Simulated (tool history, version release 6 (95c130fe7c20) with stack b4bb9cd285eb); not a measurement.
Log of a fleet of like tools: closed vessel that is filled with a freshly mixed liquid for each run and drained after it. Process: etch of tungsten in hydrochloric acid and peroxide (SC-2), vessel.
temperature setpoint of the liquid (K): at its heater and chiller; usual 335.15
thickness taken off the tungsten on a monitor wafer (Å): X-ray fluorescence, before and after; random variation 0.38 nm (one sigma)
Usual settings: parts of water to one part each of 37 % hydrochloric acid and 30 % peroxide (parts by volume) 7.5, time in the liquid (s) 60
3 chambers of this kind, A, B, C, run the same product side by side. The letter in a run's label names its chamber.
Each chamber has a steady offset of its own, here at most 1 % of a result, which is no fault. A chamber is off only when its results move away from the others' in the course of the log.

| run | hour | temperature setpoint of the liquid (K) | parts of water to one part each of 37 % hydrochloric acid and 30 % peroxide (parts by volume) | time in the liquid (s) | hours since the thermometer was replaced | hours since the chemicals flow meter was replaced | hours since the drum of peroxide was connected | read-back film thickness of the tungsten reference wafer, read on the same gauge (nm) | thickness taken off the tungsten on a monitor wafer (Å) |
|---|---|---|---|---|---|---|---|---|---|
| 1B | 5.2 | 335.15 | 7.5 | 60 | 974.8 | 338 | 45.6 | 150 | 535.37 |
| 2A | 10.7 | 335.15 | 7.5 | 60 | 557.3 | 383.8 | 607.5 | 150 | 544.52 |
| 3C | 16.5 | 335.15 | 7.5 | 60 | 515.2 | 230.7 | 660.4 | 150.02 | 539.53 |
|  | 18.8 | chamber A: thermometer replaced |
| 4C | 21.1 | 335.15 | 7.5 | 60 | 519.8 | 235.3 | 665 | 149.99 | 534.43 |
| 5B | 25.4 | 335.15 | 7.5 | 60 | 995 | 358.2 | 65.8 | 150 | 534.46 |
| 6A | 30.1 | 335.15 | 7.5 | 60 | 11.4 | 403.2 | 626.9 | 150.02 | 543.49 |
| 7A | 35.9 | 335.15 | 7.5 | 60 | 17.2 | 409 | 632.7 | 150.04 | 545.77 |
| 8B | 40.3 | 335.15 | 7.5 | 60 | 1009.9 | 373.1 | 80.7 | 149.99 | 540.43 |
| 9C | 44.9 | 335.15 | 7.5 | 60 | 543.6 | 259.1 | 688.8 | 150.01 | 537.59 |
| 10B | 50.2 | 335.15 | 7.5 | 60 | 1019.8 | 383 | 90.6 | 150.02 | 536.8 |
| 11C | 56.3 | 335.15 | 7.5 | 60 | 555 | 270.5 | 700.2 | 150.02 | 540.62 |
| 12A | 60.8 | 335.15 | 7.5 | 60 | 42.1 | 433.9 | 657.6 | 150.01 | 541.11 |
| 13B | 63.9 | 335.15 | 7.5 | 60 | 1033.5 | 396.7 | 104.3 | 150.01 | 533.8 |
| 14C | 69.7 | 335.15 | 7.5 | 60 | 568.4 | 283.9 | 713.6 | 149.99 | 533.91 |
| 15A | 74.9 | 338.15 | 11 | 60 | 56.2 | 448 | 671.7 | 150.03 | 482.43 |
| 16C | 80.4 | 338.15 | 11 | 60 | 579.1 | 294.6 | 724.3 | 149.99 | 469.95 |
| 17A | 84.9 | 338.15 | 11 | 60 | 66.2 | 458 | 681.7 | 150.02 | 479.2 |
|  | 86.7 | chamber A: chemicals flow meter replaced |
| 18B | 90.8 | 335.15 | 7.5 | 60 | 1060.4 | 423.6 | 131.2 | 149.96 | 542.1 |
| 19C | 93.9 | 335.15 | 7.5 | 60 | 592.6 | 308.1 | 737.8 | 150 | 543.44 |
| 20B | 100.3 | 335.15 | 7.5 | 60 | 1069.9 | 433.1 | 140.7 | 150.01 | 533.51 |
| 21A | 104.1 | 335.15 | 7.5 | 60 | 85.4 | 17.4 | 700.9 | 150 | 540.52 |
| 22C | 108.6 | 335.15 | 6 | 75 | 607.3 | 322.8 | 752.5 | 150 | 802.77 |
| 23A | 114.2 | 335.15 | 6 | 75 | 95.5 | 27.5 | 711 | 149.97 | 808.95 |
| 24B | 117.2 | 335.15 | 6 | 75 | 1086.8 | 450 | 157.6 | 150.01 | 801.88 |
| 25B | 123.7 | 335.15 | 7.5 | 60 | 1093.3 | 456.5 | 164.1 | 150.01 | 535.6 |
| 26A | 129.6 | 335.15 | 7.5 | 60 | 110.9 | 42.9 | 726.4 | 149.99 | 545.48 |
| 27C | 133.4 | 335.15 | 7.5 | 60 | 632.1 | 347.6 | 777.3 | 149.98 | 544 |
| 28B | 138.6 | 335.15 | 5.5 | 60 | 1108.2 | 471.4 | 179 | 150.02 | 675.01 |
| 29A | 143.4 | 335.15 | 5.5 | 60 | 124.7 | 56.7 | 740.2 | 149.99 | 693.04 |
| 30C | 149.7 | 335.15 | 5.5 | 60 | 648.4 | 363.9 | 793.6 | 150 | 674.46 |
| 31B | 153.8 | 335.15 | 7.5 | 60 | 1123.4 | 486.6 | 194.2 | 149.99 | 537.14 |
| 32A | 157.3 | 335.15 | 7.5 | 60 | 138.6 | 70.6 | 754.1 | 150.01 | 542.91 |
| 33C | 161.9 | 344.65 | 9.5 | 60 | 660.6 | 376.1 | 805.8 | 149.99 | 795.52 |
| 34C | 164.7 | 344.65 | 9.5 | 60 | 663.4 | 378.9 | 808.6 | 149.98 | 783.61 |
|  | 166.7 | chamber C: thermometer replaced |
| 35A | 170.2 | 344.65 | 9.5 | 60 | 151.5 | 83.5 | 767 | 149.99 | 802.85 |
| 36B | 175.2 | 335.15 | 7.5 | 60 | 1144.8 | 508 | 215.6 | 149.99 | 536.49 |
| 37A | 180.9 | 335.15 | 7.5 | 60 | 162.2 | 94.2 | 777.7 | 150.03 | 547.42 |
| 38B | 184.8 | 335.15 | 7.5 | 60 | 1154.4 | 517.6 | 225.2 | 150 | 534.8 |
| 39C | 189 | 335.15 | 7.5 | 60 | 22.4 | 403.2 | 832.9 | 150.01 | 542.34 |
| 40A | 192 | 335.15 | 7.5 | 60 | 173.3 | 105.3 | 788.8 | 149.98 | 545.92 |
| 41B | 196 | 335.15 | 7.5 | 60 | 1165.6 | 528.8 | 236.4 | 150 | 533.88 |
| 42C | 201.2 | 335.15 | 7.5 | 60 | 34.6 | 415.4 | 845.1 | 150.01 | 534.61 |
| 43C | 207.4 | 335.15 | 7.5 | 60 | 40.8 | 421.6 | 851.3 | 150.01 | 543.13 |

Next, every chamber runs the same settings. What will each give?
| 44A | 212 | 335.15 | 5.5 | 60 |  |  |  |  | ? |
| 44B | 212 | 335.15 | 5.5 | 60 |  |  |  |  | ? |
| 44C | 212 | 335.15 | 5.5 | 60 |  |  |  |  | ? |

| run | thickness taken off the tungsten on a monitor wafer (Å) |
|---|---|
| 44A | 679.5 |
| 44B | 676.22 |
| 44C | 678.96 |
